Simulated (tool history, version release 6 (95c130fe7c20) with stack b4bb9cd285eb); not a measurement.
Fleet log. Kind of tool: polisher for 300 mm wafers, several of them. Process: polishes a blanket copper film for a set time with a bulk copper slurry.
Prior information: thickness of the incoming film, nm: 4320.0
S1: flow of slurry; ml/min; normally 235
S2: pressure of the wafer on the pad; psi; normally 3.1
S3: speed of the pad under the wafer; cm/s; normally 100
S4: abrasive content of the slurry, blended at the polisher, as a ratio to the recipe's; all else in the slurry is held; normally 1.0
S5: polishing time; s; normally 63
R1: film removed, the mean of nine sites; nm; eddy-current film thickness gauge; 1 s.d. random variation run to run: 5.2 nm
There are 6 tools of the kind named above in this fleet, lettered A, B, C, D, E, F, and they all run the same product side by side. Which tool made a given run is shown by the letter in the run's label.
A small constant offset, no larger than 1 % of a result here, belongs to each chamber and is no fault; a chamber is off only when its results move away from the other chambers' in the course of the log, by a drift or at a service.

run,hour,S1,S2,S3,S4,S5,R1
1C,9.1,235,3.1,100,1.0,63,528.49
# hour 9.5: chamber E: worn pad replaced by a new one
2D,18.4,235,3.1,100,1.0,63,522.91
3E,28.5,235,3.1,100,1.0,63,523.85
# hour 32.7: chamber B: worn pad replaced by a new one
# hour 33.1: chamber A: slurry blender recalibrated
4A,36.3,235,3.1,100,1.0,63,523.90
# hour 36.8: chamber B: slurry nozzle cleaned
# hour 38.1: chamber D: worn pad replaced by a new one
# hour 46.3: chamber E: slurry nozzle cleaned
5B,49.1,235,3.1,100,1.0,63,520.75
# hour 50.7: chamber F: worn pad replaced by a new one
6F,63.4,235,3.1,100,1.0,63,526.94
# hour 64.7: chamber E: slurry blender recalibrated
7D,72.3,235,3.1,100,1.0,63,526.41
8C,79.2,235,3.1,100,1.0,63,527.56
# hour 88.6: chamber C: worn pad replaced by a new one
9A,93.9,235,3.1,100,1.0,63,529.76
10B,100.9,235,3.1,100,1.0,63,536.62
# hour 109.5: chamber A: head pressure recalibrated
11E,111.6,235,4.1,100,1.1,63,715.52
# hour 115.5: chamber B: worn pad replaced by a new one
12F,118.8,235,4.1,100,1.1,63,701.37
# hour 118.9: chamber C: slurry blender recalibrated
13E,125.7,235,4.1,100,1.1,63,712.28
# hour 134.0: chamber A: worn pad replaced by a new one
# hour 134.0: chamber B: slurry blender recalibrated
14A,134.2,235,4.1,100,1.1,63,709.05
15B,144.3,235,4.1,100,1.1,63,731.43
16F,157.0,235,4.1,100,1.1,63,717.17
17C,170.9,235,3.1,100,1.0,63,521.29
# hour 173.5: chamber F: worn pad replaced by a new one
# hour 174.1: chamber B: head pressure recalibrated
18D,183.3,235,3.1,100,1.0,63,527.13
# hour 185.3: chamber C: slurry nozzle cleaned
19D,191.7,235,3.1,100,1.0,63,527.14
# hour 196.3: chamber E: worn pad replaced by a new one
# hour 201.3: chamber A: slurry blender recalibrated
# hour 203.9: chamber C: worn pad replaced by a new one
20E,204.0,235,3.1,100,1.0,63,535.11
# hour 207.8: chamber E: head pressure recalibrated
21B,212.1,235,3.1,100,1.0,63,521.71
# hour 214.0: chamber B: worn pad replaced by a new one
# hour 217.2: chamber D: worn pad replaced by a new one
# hour 221.3: chamber D: head pressure recalibrated
22F,224.6,235,2.5,100,1.0,63,435.75
23C,233.6,235,2.5,100,1.0,63,432.33
# hour 239.5: chamber D: slurry blender recalibrated
24A,240.2,235,2.5,100,1.0,63,435.44
25B,254.4,235,2.5,100,1.0,63,435.76
26D,261.6,235,2.5,100,1.0,63,418.85
27F,273.3,235,2.5,100,1.0,63,430.51
28C,286.0,235,3.1,100,1.0,63,528.32
# hour 289.7: chamber B: worn pad replaced by a new one
29A,294.2,235,3.1,100,1.0,63,534.24
30E,301.5,235,2.6,86,1.0,63,433.64
# hour 302.0: chamber A: worn pad replaced by a new one
# hour 306.5: chamber F: worn pad replaced by a new one
31F,312.0,235,2.6,86,1.0,63,374.75
# hour 314.4: chamber B: slurry nozzle cleaned
32C,321.2,235,2.6,86,1.0,63,384.55
# hour 328.8: chamber C: worn pad replaced by a new one
# hour 331.1: chamber C: slurry blender recalibrated
33A,335.0,235,2.6,86,1.0,63,385.97
34B,344.3,235,2.6,86,1.0,63,386.01
# hour 346.9: chamber B: slurry blender recalibrated
# hour 347.9: chamber C: head pressure recalibrated
35E,358.9,235,2.6,86,1.0,63,425.29
36D,369.8,210,3.5,100,1.0,63,583.27
37E,380.0,210,3.5,100,1.0,63,654.24
# hour 390.0: chamber B: worn pad replaced by a new one
38B,390.3,210,3.5,100,1.0,63,593.04
# hour 390.6: chamber D: worn pad replaced by a new one
# hour 393.9: chamber A: slurry blender recalibrated
39F,403.8,210,3.5,100,1.0,63,589.19
40C,411.1,210,3.5,100,1.0,63,588.72
41A,417.9,210,3.5,100,1.0,63,599.14
42D,429.5,235,3.1,100,1.0,63,523.61
43D,441.4,300,3.1,72,1.0,63,393.05

Read the log: is a single chamber off, either drifting away or since a service, is the gauge that measures every chamber drifting, or is nothing wrong beyond small per-chamber offsets? Name any odd chamber and what most likely caused it.

After it was serviced, chamber E no longer matches the other chambers.
Most likely cause: head's pressure above its setpoint, % = 11.8.

Which of the 4 candidates below, each the usual settings with something changed and its results left as question marks, puts chamber E back in line with what the other chambers give on the usual settings?
Maximum distance from the other chambers' mean on the usual settings for a result to count as in line: R1 18.00 nm
44E-1,452.0,235,3.0,96,1.0,61,?
44E-2,452.0,235,3.3,106,1.0,66,?
44E-3,452.0,230,3.1,84,1.0,63,?
44E-4,452.0,235,3.3,100,1.0,66,?

The other chambers' mean on the usual settings: R1 529.52 nm
run,R1
44E-1,535.05
44E-2,702.69
44E-3,497.55
44E-4,662.62
It is 44E-1 that realigns the chamber with its peers.

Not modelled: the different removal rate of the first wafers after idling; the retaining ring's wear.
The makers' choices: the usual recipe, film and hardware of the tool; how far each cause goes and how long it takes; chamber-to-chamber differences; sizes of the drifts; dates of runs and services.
